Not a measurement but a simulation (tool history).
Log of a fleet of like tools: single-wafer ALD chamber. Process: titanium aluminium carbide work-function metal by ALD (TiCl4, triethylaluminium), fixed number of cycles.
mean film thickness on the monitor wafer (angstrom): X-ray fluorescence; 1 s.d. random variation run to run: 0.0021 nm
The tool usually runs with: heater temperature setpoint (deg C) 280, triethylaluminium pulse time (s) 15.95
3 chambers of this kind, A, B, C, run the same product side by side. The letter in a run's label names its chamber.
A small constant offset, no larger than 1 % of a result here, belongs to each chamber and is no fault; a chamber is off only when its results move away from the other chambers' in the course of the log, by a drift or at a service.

| run | hour | heater temperature setpoint (deg C) | triethylaluminium pulse time (s) | read-back reference wafer on the same gauge, thickness_nm | mean film thickness on the monitor wafer (angstrom) |
|---|---|---|---|---|---|
| 1C | 4.9 | 280 | 15.95 | 1.5899 | 18.839 |
| 2A | 14.2 | 280 | 15.95 | 1.5904 | 18.868 |
| 3B | 23.9 | 280 | 15.95 | 1.5911 | 18.796 |
| 4B | 30.2 | 280 | 15.95 | 1.5907 | 18.813 |
| 5C | 34.6 | 280 | 15.95 | 1.5905 | 18.837 |
| 6A | 41.7 | 280 | 20.18 | 1.5906 | 18.981 |
| 7A | 47.9 | 280 | 20.18 | 1.5914 | 18.998 |
| 8C | 54.2 | 280 | 20.18 | 1.5914 | 18.883 |
| 9B | 58.8 | 280 | 15.95 | 1.5914 | 18.813 |
| 10A | 67.4 | 280 | 15.95 | 1.5922 | 18.879 |
| 11C | 76.0 | 280 | 15.95 | 1.5918 | 18.909 |
| 12B | 83.8 | 280 | 15.95 | 1.5919 | 18.836 |
| 13A | 93.2 | 280 | 15.95 | 1.5925 | 18.921 |
| 14B | 102.5 | 280 | 15.95 | 1.5928 | 18.875 |
| 15C | 111.9 | 280 | 15.95 | 1.5930 | 18.860 |
| 16C | 119.7 | 280 | 15.95 | 1.5928 | 18.869 |
| 17B | 124.3 | 280 | 15.95 | 1.5929 | 18.818 |
| 18A | 129.7 | 290 | 18.78 | 1.5934 | 19.856 |
| 19A | 137.2 | 290 | 18.78 | 1.5936 | 19.845 |
| 20B | 146.3 | 290 | 18.78 | 1.5935 | 19.808 |
| 21C | 152.3 | 290 | 9.95 | 1.5938 | 19.213 |
| 22B | 159.0 | 290 | 9.95 | 1.5945 | 19.123 |
| 23A | 165.2 | 290 | 9.95 | 1.5940 | 19.208 |
| 24C | 172.2 | 280 | 15.95 | 1.5942 | 18.874 |
| 25C | 179.4 | 280 | 15.95 | 1.5947 | 18.897 |
| 26B | 187.0 | 280 | 15.95 | 1.5943 | 18.850 |
| 27A | 194.9 | 280 | 15.95 | 1.5947 | 18.925 |
| 28B | 202.9 | 280 | 15.95 | 1.5948 | 18.850 |
| 29A | 210.4 | 280 | 15.95 | 1.5947 | 18.974 |
| 30C | 219.2 | 280 | 15.95 | 1.5949 | 18.911 |
| 31A | 228.1 | 280 | 15.95 | 1.5957 | 18.957 |
| 32C | 234.2 | 280 | 15.95 | 1.5960 | 18.960 |
| 33B | 238.6 | 280 | 15.95 | 1.5958 | 18.887 |
| 34B | 247.4 | 268 | 14.01 | 1.5961 | 17.774 |
| 35A | 256.3 | 268 | 14.01 | 1.5963 | 17.847 |
| 36C | 266.3 | 268 | 14.01 | 1.5963 | 17.781 |
| 37C | 272.6 | 280 | 15.95 | 1.5966 | 18.926 |
| 38B | 278.4 | 280 | 15.95 | 1.5964 | 18.907 |
| 39A | 282.9 | 280 | 15.95 | 1.5967 | 18.932 |
| 40A | 291.6 | 272 | 10.53 | 1.5971 | 17.825 |
| 41B | 298.6 | 272 | 10.53 | 1.5975 | 17.741 |

Decide between three cases: one chamber stands off from its peers, the gauge reading all wafers drifts, or nothing is wrong past each chamber's small offset. Where a chamber is off, say which and what most likely put it there.

Gauge drift. The chambers move together only on paper, and none stands off.
Most likely cause: gauge reads high (%) = 0.461.
